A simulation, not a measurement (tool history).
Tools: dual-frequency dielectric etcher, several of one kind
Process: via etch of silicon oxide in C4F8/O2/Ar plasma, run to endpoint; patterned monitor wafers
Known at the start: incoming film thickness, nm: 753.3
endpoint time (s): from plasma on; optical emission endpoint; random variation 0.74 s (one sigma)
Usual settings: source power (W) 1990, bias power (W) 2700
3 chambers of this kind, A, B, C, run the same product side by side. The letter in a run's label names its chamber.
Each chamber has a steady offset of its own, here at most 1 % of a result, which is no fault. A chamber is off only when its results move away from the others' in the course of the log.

run     day  source power (W)  bias power (W)  hours since the last wet clean  hours since the last source power generator calibration  hours since the last bias power generator calibration  endpoint time (s)
 1A   0.238              1990            2700                           118.8                                                   2746.5                                                 3675.2             135.66
 2C   0.500              1990            2700                           351.3                                                   1405.0                                                  720.4             135.76
 3B   0.679              1990            2700                           229.7                                                   1995.4                                                 2160.1             136.75
 4B   0.958              1990            2700                           236.4                                                   2002.1                                                 2166.8             136.53
 5A   1.246              1650            2138                           143.0                                                   2770.7                                                 3699.4             157.20
 6C   1.529              1650            2138                           376.0                                                   1429.7                                                  745.1             156.79
      1.617  -- chamber C: wet clean of the chamber
 7A   1.704              1650            2138                           154.0                                                   2781.7                                                 3710.4             157.34
 8C   1.967              1990            2700                             8.5                                                   1440.2                                                  755.6             134.88
 9B   2.246              1990            2700                           267.3                                                   2033.0                                                 2197.7             135.96
10C   2.592              1990            2700                            23.5                                                   1455.2                                                  770.6             135.05
11B   2.779              1990            2700                           280.1                                                   2045.8                                                 2210.5             136.35
12A   3.092              1990            2700                           187.3                                                   2815.0                                                 3743.7             135.31
13B   3.388              1990            2700                           294.7                                                   2060.4                                                 2225.1             136.76
14A   3.696              1990            2700                           201.8                                                   2829.5                                                 3758.2             135.19
15C   3.912              1990            2700                            55.2                                                   1486.9                                                  802.3             136.53
16C   4.112              1990            2700                            60.0                                                   1491.7                                                  807.1             134.85
17B   4.358              1990            2700                           318.0                                                   2083.7                                                 2248.4             135.84
18A   4.688              1990            2700                           225.6                                                   2853.3                                                 3782.0             134.99
19B   4.904              1990            2700                           331.1                                                   2096.8                                                 2261.5             137.16
20A   5.175              1990            2700                           237.3                                                   2865.0                                                 3793.7             136.19
21C   5.462              1990            2700                            92.4                                                   1524.1                                                  839.5             136.05
22A   5.696              1990            2990                           249.8                                                   2877.5                                                 3806.2             131.98
23C   6.050              1990            2990                           106.5                                                   1538.2                                                  853.6             130.94
24B   6.300              1990            2990                           364.6                                                   2130.3                                                 2295.0             133.25
25A   6.529              1990            2700                           269.8                                                   2897.5                                                 3826.2             136.89
26B   6.808              1990            2700                           376.8                                                   2142.5                                                 2307.2             135.40
27C   7.075              1990            2700                           131.1                                                   1562.8                                                  878.2             134.55
28C   7.258              2300            2245                           135.5                                                   1567.2                                                  882.6             135.15
29A   7.550              2300            2245                           294.3                                                   2922.0                                                 3850.7             135.58
30B   7.704              2300            2245                           398.3                                                   2164.0                                                 2328.7             135.40
      7.792  -- chamber B: wet clean of the chamber
31B   7.912              1990            2700                             3.0                                                   2169.0                                                 2333.7             136.70
32A   8.246              2320            3290                           311.0                                                   2938.7                                                 3867.4             120.08
33C   8.433              2320            3290                           163.7                                                   1595.4                                                  910.8             120.48
34A   8.604              2320            3290                           319.6                                                   2947.3                                                 3876.0             122.09
35C   8.883              1990            2700                           174.5                                                   1606.2                                                  921.6             136.03
36B   9.042              1990            2700                            30.1                                                   2196.1                                                 2360.8             135.92
37A   9.271              1990            2700                           335.6                                                   2963.3                                                 3892.0             136.13
38B   9.596              2440            2495                            43.4                                                   2209.4                                                 2374.1             128.49
39C   9.896              2440            2495                           198.8                                                   1630.5                                                  945.9             127.73
40A  10.238              2440            2495                           358.8                                                   2986.5                                                 3915.2             128.05
41B  10.462              2260            3319                            64.2                                                   2230.2                                                 2394.9             122.02

What goes on in this fleet: one chamber off, a drifting gauge, or nothing beyond the chambers' own small offsets? Name the chamber and the cause, if any.

No chamber stands off beyond its own small offset, and the gauge holds steady.

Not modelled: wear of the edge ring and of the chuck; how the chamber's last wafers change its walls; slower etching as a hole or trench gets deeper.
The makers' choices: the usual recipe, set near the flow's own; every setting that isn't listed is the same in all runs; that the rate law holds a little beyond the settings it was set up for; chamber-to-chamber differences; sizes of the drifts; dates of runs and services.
